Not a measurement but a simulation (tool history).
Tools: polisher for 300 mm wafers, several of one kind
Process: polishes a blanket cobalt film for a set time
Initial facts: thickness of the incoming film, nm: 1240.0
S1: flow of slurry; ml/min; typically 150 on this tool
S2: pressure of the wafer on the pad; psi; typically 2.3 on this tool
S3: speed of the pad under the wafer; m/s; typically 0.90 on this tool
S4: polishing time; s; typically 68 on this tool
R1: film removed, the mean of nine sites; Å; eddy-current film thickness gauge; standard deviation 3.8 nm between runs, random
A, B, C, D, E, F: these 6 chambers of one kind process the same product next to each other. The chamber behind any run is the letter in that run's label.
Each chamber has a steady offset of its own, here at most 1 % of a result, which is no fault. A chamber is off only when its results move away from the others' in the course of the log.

run 1E day=0.204 | S1=150 S2=2.3 S3=0.90 S4=68 | R1=3096.2
run 2A day=0.538 | S1=150 S2=2.3 S3=0.90 S4=68 | R1=3083.5
-- day=0.571 chamber A: worn pad replaced by a new one
run 3B day=0.788 | S1=150 S2=2.3 S3=0.90 S4=68 | R1=3152.7
-- day=0.979 chamber C: worn pad replaced by a new one
run 4C day=1.121 | S1=150 S2=2.3 S3=0.90 S4=68 | R1=3131.7
-- day=1.158 chamber F: worn pad replaced by a new one
run 5D day=1.517 | S1=150 S2=2.3 S3=0.90 S4=68 | R1=3098.9
run 6F day=1.896 | S1=150 S2=2.3 S3=0.90 S4=68 | R1=3139.3
-- day=1.988 chamber E: head pressure recalibrated
run 7E day=2.238 | S1=150 S2=2.3 S3=0.90 S4=68 | R1=3113.7
-- day=2.588 chamber D: slurry nozzle cleaned
run 8C day=2.588 | S1=150 S2=2.3 S3=0.90 S4=68 | R1=3111.0
-- day=2.617 chamber D: worn pad replaced by a new one
run 9A day=2.779 | S1=150 S2=2.3 S3=0.90 S4=68 | R1=3106.0
run 10F day=3.100 | S1=150 S2=2.3 S3=0.90 S4=68 | R1=3093.1
-- day=3.362 chamber A: head pressure recalibrated
-- day=3.446 chamber C: worn pad replaced by a new one
run 11D day=3.512 | S1=150 S2=2.3 S3=0.66 S4=68 | R1=2224.3
-- day=3.608 chamber F: worn pad replaced by a new one
run 12B day=3.867 | S1=150 S2=2.3 S3=0.66 S4=68 | R1=2249.5
-- day=3.908 chamber E: worn pad replaced by a new one
run 13E day=4.183 | S1=150 S2=2.3 S3=0.66 S4=68 | R1=2249.2
-- day=4.325 chamber A: worn pad replaced by a new one
run 14A day=4.546 | S1=150 S2=2.3 S3=0.66 S4=68 | R1=2315.8
-- day=4.679 chamber E: slurry nozzle cleaned
run 15F day=4.775 | S1=150 S2=2.3 S3=0.66 S4=68 | R1=2243.6
-- day=5.075 chamber D: worn pad replaced by a new one
run 16D day=5.138 | S1=150 S2=2.3 S3=0.66 S4=68 | R1=2274.5
run 17B day=5.433 | S1=150 S2=2.3 S3=0.90 S4=68 | R1=3008.8
-- day=5.562 chamber F: slurry nozzle cleaned
run 18C day=5.700 | S1=150 S2=2.3 S3=0.90 S4=68 | R1=3128.9
-- day=6.038 chamber C: worn pad replaced by a new one
run 19E day=6.046 | S1=150 S2=2.3 S3=0.90 S4=68 | R1=3131.7
-- day=6.079 chamber F: worn pad replaced by a new one
run 20C day=6.238 | S1=135 S2=2.3 S3=0.90 S4=91 | R1=4106.3
run 21D day=6.554 | S1=135 S2=2.3 S3=0.90 S4=91 | R1=4095.3
run 22B day=6.862 | S1=135 S2=2.3 S3=0.90 S4=91 | R1=3927.3
run 23F day=7.062 | S1=135 S2=2.3 S3=0.90 S4=91 | R1=4178.0
run 24A day=7.279 | S1=135 S2=2.3 S3=0.90 S4=91 | R1=4071.2
-- day=7.412 chamber D: worn pad replaced by a new one
run 25C day=7.583 | S1=135 S2=2.3 S3=0.90 S4=91 | R1=4078.3
run 26E day=7.767 | S1=150 S2=2.3 S3=0.90 S4=68 | R1=3064.5
-- day=7.925 chamber E: worn pad replaced by a new one
-- day=7.992 chamber A: worn pad replaced by a new one
run 27D day=8.083 | S1=150 S2=2.3 S3=0.90 S4=68 | R1=3128.0
-- day=8.408 chamber C: worn pad replaced by a new one
run 28B day=8.408 | S1=150 S2=2.3 S3=0.90 S4=68 | R1=2956.1
-- day=8.483 chamber F: worn pad replaced by a new one
run 29A day=8.821 | S1=150 S2=2.3 S3=0.90 S4=68 | R1=3158.0
-- day=8.967 chamber C: slurry nozzle cleaned
run 30F day=9.029 | S1=150 S2=2.3 S3=0.90 S4=68 | R1=3191.1
run 31D day=9.400 | S1=150 S2=2.3 S3=0.90 S4=68 | R1=3108.5
run 32E day=9.771 | S1=150 S2=2.3 S3=0.90 S4=68 | R1=3072.7
run 33B day=10.112 | S1=150 S2=2.3 S3=0.90 S4=68 | R1=2961.7
-- day=10.204 chamber F: head pressure recalibrated
run 34C day=10.308 | S1=150 S2=2.3 S3=0.90 S4=68 | R1=3081.8
run 35F day=10.496 | S1=150 S2=2.3 S3=0.90 S4=68 | R1=3122.0
run 36A day=10.912 | S1=150 S2=2.3 S3=0.90 S4=53 | R1=2445.6
-- day=11.058 chamber F: worn pad replaced by a new one
run 37F day=11.188 | S1=150 S2=2.3 S3=0.90 S4=53 | R1=2440.1

Next, every chamber runs the same settings. What will each give?
run 38A day=11.483 | S1=150 S2=2.3 S3=0.90 S4=52 | R1=?
run 38B day=11.483 | S1=150 S2=2.3 S3=0.90 S4=52 | R1=?
run 38C day=11.483 | S1=150 S2=2.3 S3=0.90 S4=52 | R1=?
run 38D day=11.483 | S1=150 S2=2.3 S3=0.90 S4=52 | R1=?
run 38E day=11.483 | S1=150 S2=2.3 S3=0.90 S4=52 | R1=?
run 38F day=11.483 | S1=150 S2=2.3 S3=0.90 S4=52 | R1=?

run=38A R1=2373.8
run=38B R1=2210.7
run=38C R1=2410.5
run=38D R1=2422.7
run=38E R1=2422.7
run=38F R1=2432.2
